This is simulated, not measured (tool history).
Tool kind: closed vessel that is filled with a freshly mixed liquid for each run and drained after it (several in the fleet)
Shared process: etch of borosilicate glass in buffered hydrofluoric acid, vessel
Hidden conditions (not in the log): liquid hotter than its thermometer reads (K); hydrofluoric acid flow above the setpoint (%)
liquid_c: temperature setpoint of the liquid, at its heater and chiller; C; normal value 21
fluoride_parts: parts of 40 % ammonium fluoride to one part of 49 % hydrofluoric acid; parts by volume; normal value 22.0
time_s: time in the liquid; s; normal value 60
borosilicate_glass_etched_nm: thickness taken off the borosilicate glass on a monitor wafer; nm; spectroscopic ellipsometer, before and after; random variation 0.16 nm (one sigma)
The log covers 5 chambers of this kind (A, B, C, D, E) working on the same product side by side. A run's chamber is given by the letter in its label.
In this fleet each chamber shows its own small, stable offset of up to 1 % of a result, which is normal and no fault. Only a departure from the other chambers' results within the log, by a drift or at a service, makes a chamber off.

| run | day | liquid_c | fluoride_parts | time_s | hours since the thermometer was replaced | hours since the hydrofluoric acid flow meter was replaced | read-back film thickness of the borosilicate glass reference wafer, read on the same gauge (nm) | borosilicate_glass_etched_nm |
|---|---|---|---|---|---|---|---|---|
| 1A | 0.438 | 21 | 22.0 | 60 | 258.7 | 373.5 | 40.028 | 30.258 |
| 2B | 0.850 | 21 | 22.0 | 60 | 2107.8 | 1697.7 | 39.985 | 30.011 |
| 3E | 1.138 | 21 | 22.0 | 60 | 821.7 | 115.0 | 39.999 | 29.567 |
| 4C | 1.496 | 21 | 22.0 | 60 | 57.2 | 1183.1 | 40.005 | 29.990 |
| 5D | 1.800 | 21 | 22.0 | 60 | 1155.4 | 815.7 | 39.988 | 30.312 |
| 6A | 2.100 | 21 | 22.0 | 60 | 298.6 | 413.4 | 39.998 | 30.052 |
| 7B | 2.617 | 21 | 22.0 | 60 | 2150.2 | 1740.1 | 39.968 | 30.109 |
| 8D | 3.133 | 21 | 22.0 | 60 | 1187.4 | 847.7 | 39.981 | 30.395 |
| 9C | 3.608 | 21 | 22.0 | 60 | 107.9 | 1233.8 | 39.990 | 30.153 |
| 10E | 4.000 | 21 | 22.0 | 60 | 890.4 | 183.7 | 40.013 | 29.675 |
| 11D | 4.500 | 21 | 22.0 | 60 | 1220.2 | 880.5 | 40.011 | 30.461 |
| 12B | 4.800 | 21 | 22.0 | 60 | 2202.6 | 1792.5 | 39.977 | 30.098 |
| 13A | 5.262 | 21 | 22.0 | 60 | 374.5 | 489.3 | 39.972 | 30.263 |
| 14C | 5.783 | 21 | 17.5 | 50 | 160.1 | 1286.0 | 39.952 | 30.491 |
|  | 5.821 | chamber E: thermometer replaced |
| 15E | 6.258 | 21 | 17.5 | 50 | 10.6 | 237.9 | 39.978 | 30.690 |
| 16E | 6.558 | 21 | 17.5 | 50 | 17.8 | 245.1 | 39.992 | 30.099 |
| 17A | 6.979 | 21 | 17.5 | 50 | 415.7 | 530.5 | 39.972 | 30.704 |
| 18B | 7.283 | 21 | 17.5 | 50 | 2262.2 | 1852.1 | 39.968 | 30.635 |
|  | 7.588 | chamber B: thermometer replaced |
| 19C | 7.679 | 21 | 22.0 | 60 | 205.6 | 1331.5 | 40.003 | 30.179 |
| 20D | 8.008 | 21 | 22.0 | 60 | 1304.4 | 964.7 | 39.984 | 31.363 |
| 21B | 8.517 | 21 | 22.0 | 60 | 22.3 | 1881.7 | 40.014 | 30.212 |
| 22C | 8.988 | 21 | 22.0 | 85 | 237.0 | 1362.9 | 39.986 | 42.909 |
| 23D | 9.425 | 21 | 22.0 | 85 | 1338.4 | 998.7 | 40.018 | 44.193 |
|  | 9.638 | chamber A: thermometer replaced |
| 24A | 9.788 | 21 | 22.0 | 85 | 3.6 | 597.9 | 40.006 | 42.560 |
| 25E | 10.154 | 21 | 22.0 | 85 | 104.1 | 331.4 | 39.980 | 42.697 |
| 26A | 10.658 | 21 | 22.0 | 85 | 24.5 | 618.8 | 40.013 | 42.684 |
| 27E | 11.208 | 21 | 15.0 | 60 | 129.4 | 356.7 | 40.002 | 42.641 |
| 28D | 11.479 | 21 | 15.0 | 60 | 1387.7 | 1048.0 | 39.994 | 44.893 |
| 29C | 11.750 | 21 | 15.0 | 60 | 303.3 | 1429.2 | 40.010 | 43.074 |
| 30B | 12.162 | 21 | 15.0 | 60 | 109.8 | 1969.2 | 39.982 | 42.646 |
| 31C | 12.683 | 21 | 15.0 | 60 | 325.7 | 1451.6 | 40.024 | 42.636 |
| 32A | 13.000 | 21 | 22.0 | 60 | 80.7 | 675.0 | 40.053 | 30.175 |
| 33B | 13.362 | 21 | 22.0 | 60 | 138.6 | 1998.0 | 39.972 | 29.964 |

For the next run the whole fleet of 5 chambers uses the same settings. Give each chamber's results:
| 34A | 13.804 | 21 | 22.0 | 60 |  |  |  | ? |
| 34B | 13.804 | 21 | 22.0 | 60 |  |  |  | ? |
| 34C | 13.804 | 21 | 22.0 | 60 |  |  |  | ? |
| 34D | 13.804 | 21 | 22.0 | 60 |  |  |  | ? |
| 34E | 13.804 | 21 | 22.0 | 60 |  |  |  | ? |

| run | borosilicate_glass_etched_nm |
|---|---|
| 34A | 30.201 |
| 34B | 30.185 |
| 34C | 30.253 |
| 34D | 31.975 |
| 34E | 29.751 |

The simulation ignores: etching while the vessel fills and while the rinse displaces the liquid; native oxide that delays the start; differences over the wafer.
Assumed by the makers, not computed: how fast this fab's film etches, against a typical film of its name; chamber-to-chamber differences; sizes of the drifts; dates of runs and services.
